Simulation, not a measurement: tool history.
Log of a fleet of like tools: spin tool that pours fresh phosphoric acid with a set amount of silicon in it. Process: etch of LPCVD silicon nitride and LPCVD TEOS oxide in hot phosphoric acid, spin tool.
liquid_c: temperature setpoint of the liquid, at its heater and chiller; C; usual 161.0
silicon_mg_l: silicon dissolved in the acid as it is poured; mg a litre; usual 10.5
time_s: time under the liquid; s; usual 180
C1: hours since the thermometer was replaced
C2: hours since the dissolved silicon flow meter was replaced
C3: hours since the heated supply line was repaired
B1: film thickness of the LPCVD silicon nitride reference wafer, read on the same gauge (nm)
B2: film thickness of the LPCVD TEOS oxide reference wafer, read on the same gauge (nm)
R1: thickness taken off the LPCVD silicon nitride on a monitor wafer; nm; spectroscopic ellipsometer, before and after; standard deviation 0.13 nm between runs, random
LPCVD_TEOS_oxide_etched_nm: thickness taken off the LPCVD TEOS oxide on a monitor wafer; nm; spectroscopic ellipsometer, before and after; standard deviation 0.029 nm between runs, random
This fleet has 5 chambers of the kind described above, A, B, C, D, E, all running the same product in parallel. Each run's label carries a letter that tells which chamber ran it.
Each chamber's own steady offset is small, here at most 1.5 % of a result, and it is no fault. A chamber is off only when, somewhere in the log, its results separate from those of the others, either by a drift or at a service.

{"run": "1B", "hour": 2.9, "liquid_c": 161.0, "silicon_mg_l": 10.5, "time_s": 180, "C1": 236.0, "C2": 1355.9, "C3": 247.8, "B1": 60.015, "B2": 70.024, "R1": 17.682, "LPCVD_TEOS_oxide_etched_nm": 0.37006}
{"run": "2E", "hour": 6.2, "liquid_c": 161.0, "silicon_mg_l": 10.5, "time_s": 180, "C1": 761.8, "C2": 625.0, "C3": 3030.2, "B1": 60.009, "B2": 70.017, "R1": 17.863, "LPCVD_TEOS_oxide_etched_nm": 0.28776}
{"run": "3A", "hour": 10.0, "liquid_c": 161.0, "silicon_mg_l": 10.5, "time_s": 180, "C1": 1971.8, "C2": 17.0, "C3": 212.3, "B1": 60.003, "B2": 70.006, "R1": 18.029, "LPCVD_TEOS_oxide_etched_nm": 0.32612}
{"run": "4C", "hour": 12.7, "liquid_c": 161.0, "silicon_mg_l": 10.5, "time_s": 180, "C1": 947.6, "C2": 384.5, "C3": 369.9, "B1": 59.965, "B2": 70.016, "R1": 17.89, "LPCVD_TEOS_oxide_etched_nm": 0.32562}
{"run": "5D", "hour": 16.3, "liquid_c": 161.0, "silicon_mg_l": 10.5, "time_s": 180, "C1": 1362.3, "C2": 232.9, "C3": 947.5, "B1": 60.005, "B2": 70.034, "R1": 17.907, "LPCVD_TEOS_oxide_etched_nm": 0.3826}
{"run": "6C", "hour": 19.8, "liquid_c": 161.0, "silicon_mg_l": 7.0, "time_s": 275, "C1": 954.7, "C2": 391.6, "C3": 377.0, "B1": 59.97, "B2": 69.971, "R1": 27.299, "LPCVD_TEOS_oxide_etched_nm": 0.52352}
{"run": "7B", "hour": 23.2, "liquid_c": 161.0, "silicon_mg_l": 7.0, "time_s": 275, "C1": 256.3, "C2": 1376.2, "C3": 268.1, "B1": 59.968, "B2": 69.965, "R1": 27.241, "LPCVD_TEOS_oxide_etched_nm": 0.65749}
{"run": "8D", "hour": 26.3, "liquid_c": 161.0, "silicon_mg_l": 7.0, "time_s": 275, "C1": 1372.3, "C2": 242.9, "C3": 957.5, "B1": 59.992, "B2": 69.997, "R1": 27.507, "LPCVD_TEOS_oxide_etched_nm": 0.4938}
{"run": "9A", "hour": 29.1, "liquid_c": 161.0, "silicon_mg_l": 7.0, "time_s": 275, "C1": 1990.9, "C2": 36.1, "C3": 231.4, "B1": 59.973, "B2": 69.988, "R1": 27.122, "LPCVD_TEOS_oxide_etched_nm": 0.51779}
{"run": "10E", "hour": 32.8, "liquid_c": 161.0, "silicon_mg_l": 7.0, "time_s": 275, "C1": 788.4, "C2": 651.6, "C3": 3056.8, "B1": 60.004, "B2": 69.982, "R1": 27.164, "LPCVD_TEOS_oxide_etched_nm": 0.53064}
{"run": "11D", "hour": 37.1, "liquid_c": 161.0, "silicon_mg_l": 10.5, "time_s": 180, "C1": 1383.1, "C2": 253.7, "C3": 968.3, "B1": 59.997, "B2": 69.971, "R1": 18.219, "LPCVD_TEOS_oxide_etched_nm": 0.32684}
{"run": "12A", "hour": 39.8, "liquid_c": 161.0, "silicon_mg_l": 10.5, "time_s": 180, "C1": 2001.6, "C2": 46.8, "C3": 242.1, "B1": 59.965, "B2": 69.997, "R1": 18.226, "LPCVD_TEOS_oxide_etched_nm": 0.34964}
{"run": "13C", "hour": 44.1, "liquid_c": 161.0, "silicon_mg_l": 10.5, "time_s": 180, "C1": 979.0, "C2": 415.9, "C3": 401.3, "B1": 60.064, "B2": 70.028, "R1": 17.856, "LPCVD_TEOS_oxide_etched_nm": 0.31635}
{"run": "14B", "hour": 46.4, "liquid_c": 161.0, "silicon_mg_l": 10.5, "time_s": 180, "C1": 279.5, "C2": 1399.4, "C3": 291.3, "B1": 59.961, "B2": 70.014, "R1": 17.73, "LPCVD_TEOS_oxide_etched_nm": 0.26889}
{"run": "15E", "hour": 48.8, "liquid_c": 161.0, "silicon_mg_l": 17.0, "time_s": 180, "C1": 804.4, "C2": 667.6, "C3": 3072.8, "B1": 59.964, "B2": 69.979, "R1": 17.904, "LPCVD_TEOS_oxide_etched_nm": 0.23901}
{"run": "16B", "hour": 52.0, "liquid_c": 161.0, "silicon_mg_l": 17.0, "time_s": 180, "C1": 285.1, "C2": 1405.0, "C3": 296.9, "B1": 59.978, "B2": 69.985, "R1": 17.898, "LPCVD_TEOS_oxide_etched_nm": 0.27697}
{"run": "17A", "hour": 56.0, "liquid_c": 161.0, "silicon_mg_l": 17.0, "time_s": 180, "C1": 2017.8, "C2": 63.0, "C3": 258.3, "B1": 59.961, "B2": 70.048, "R1": 18.278, "LPCVD_TEOS_oxide_etched_nm": 0.33195}
{"run": "18C", "hour": 60.2, "liquid_c": 161.0, "silicon_mg_l": 17.0, "time_s": 180, "C1": 995.1, "C2": 432.0, "C3": 417.4, "B1": 59.988, "B2": 69.987, "R1": 17.943, "LPCVD_TEOS_oxide_etched_nm": 0.27515}
{"run": "19E", "hour": 62.6, "liquid_c": 161.0, "silicon_mg_l": 17.0, "time_s": 180, "C1": 818.2, "C2": 681.4, "C3": 3086.6, "B1": 59.99, "B2": 70.014, "R1": 17.825, "LPCVD_TEOS_oxide_etched_nm": 0.24447}
{"run": "20D", "hour": 66.5, "liquid_c": 161.0, "silicon_mg_l": 10.5, "time_s": 180, "C1": 1412.5, "C2": 283.1, "C3": 997.7, "B1": 59.979, "B2": 69.983, "R1": 17.969, "LPCVD_TEOS_oxide_etched_nm": 0.35295}
{"run": "21D", "hour": 70.5, "liquid_c": 161.0, "silicon_mg_l": 10.5, "time_s": 180, "C1": 1416.5, "C2": 287.1, "C3": 1001.7, "B1": 59.973, "B2": 69.972, "R1": 18.095, "LPCVD_TEOS_oxide_etched_nm": 0.28488}
{"run": "22E", "hour": 74.0, "liquid_c": 161.0, "silicon_mg_l": 10.5, "time_s": 180, "C1": 829.6, "C2": 692.8, "C3": 3098.0, "B1": 60.043, "B2": 70.01, "R1": 17.931, "LPCVD_TEOS_oxide_etched_nm": 0.27463}
{"run": "23C", "hour": 77.4, "liquid_c": 162.5, "silicon_mg_l": 10.5, "time_s": 230, "C1": 1012.3, "C2": 449.2, "C3": 434.6, "B1": 59.99, "B2": 69.998, "R1": 24.128, "LPCVD_TEOS_oxide_etched_nm": 0.48865}
{"run": "24B", "hour": 81.5, "liquid_c": 162.5, "silicon_mg_l": 10.5, "time_s": 230, "C1": 314.6, "C2": 1434.5, "C3": 326.4, "B1": 59.985, "B2": 69.993, "R1": 23.929, "LPCVD_TEOS_oxide_etched_nm": 0.49318}
{"run": "25A", "hour": 83.8, "liquid_c": 162.5, "silicon_mg_l": 10.5, "time_s": 230, "C1": 2045.6, "C2": 90.8, "C3": 286.1, "B1": 60.019, "B2": 70.005, "R1": 24.264, "LPCVD_TEOS_oxide_etched_nm": 0.48785}
{"run": "26D", "hour": 85.9, "liquid_c": 162.5, "silicon_mg_l": 10.5, "time_s": 230, "C1": 1431.9, "C2": 302.5, "C3": 1017.1, "B1": 60.001, "B2": 69.978, "R1": 24.157, "LPCVD_TEOS_oxide_etched_nm": 0.45051}
{"run": "27C", "hour": 90.3, "liquid_c": 162.5, "silicon_mg_l": 10.5, "time_s": 230, "C1": 1025.2, "C2": 462.1, "C3": 447.5, "B1": 60.009, "B2": 70.035, "R1": 24.208, "LPCVD_TEOS_oxide_etched_nm": 0.52071}
{"run": "28A", "hour": 92.4, "liquid_c": 161.0, "silicon_mg_l": 10.5, "time_s": 180, "C1": 2054.2, "C2": 99.4, "C3": 294.7, "B1": 60.004, "B2": 69.987, "R1": 18.149, "LPCVD_TEOS_oxide_etched_nm": 0.34003}
{"run": "29B", "hour": 95.0, "liquid_c": 161.0, "silicon_mg_l": 18.5, "time_s": 180, "C1": 328.1, "C2": 1448.0, "C3": 339.9, "B1": 59.995, "B2": 69.993, "R1": 17.935, "LPCVD_TEOS_oxide_etched_nm": 0.23705}
{"run": "30E", "hour": 97.0, "liquid_c": 161.0, "silicon_mg_l": 18.5, "time_s": 180, "C1": 852.6, "C2": 715.8, "C3": 3121.0, "B1": 60.034, "B2": 70.011, "R1": 17.939, "LPCVD_TEOS_oxide_etched_nm": 0.26371}

The same settings go to every chamber for the next run, one line per chamber below. Forecast the results for each:
{"run": "31A", "hour": 100.2, "liquid_c": 161.0, "silicon_mg_l": 5.5, "time_s": 180, "R1": "?", "LPCVD_TEOS_oxide_etched_nm": "?"}
{"run": "31B", "hour": 100.2, "liquid_c": 161.0, "silicon_mg_l": 5.5, "time_s": 180, "R1": "?", "LPCVD_TEOS_oxide_etched_nm": "?"}
{"run": "31C", "hour": 100.2, "liquid_c": 161.0, "silicon_mg_l": 5.5, "time_s": 180, "R1": "?", "LPCVD_TEOS_oxide_etched_nm": "?"}
{"run": "31D", "hour": 100.2, "liquid_c": 161.0, "silicon_mg_l": 5.5, "time_s": 180, "R1": "?", "LPCVD_TEOS_oxide_etched_nm": "?"}
{"run": "31E", "hour": 100.2, "liquid_c": 161.0, "silicon_mg_l": 5.5, "time_s": 180, "R1": "?", "LPCVD_TEOS_oxide_etched_nm": "?"}

run=31A R1=17.915 LPCVD_TEOS_oxide_etched_nm=0.38216
run=31B R1=17.763 LPCVD_TEOS_oxide_etched_nm=0.33641
run=31C R1=17.999 LPCVD_TEOS_oxide_etched_nm=0.40699
run=31D R1=17.947 LPCVD_TEOS_oxide_etched_nm=0.36531
run=31E R1=17.796 LPCVD_TEOS_oxide_etched_nm=0.28442
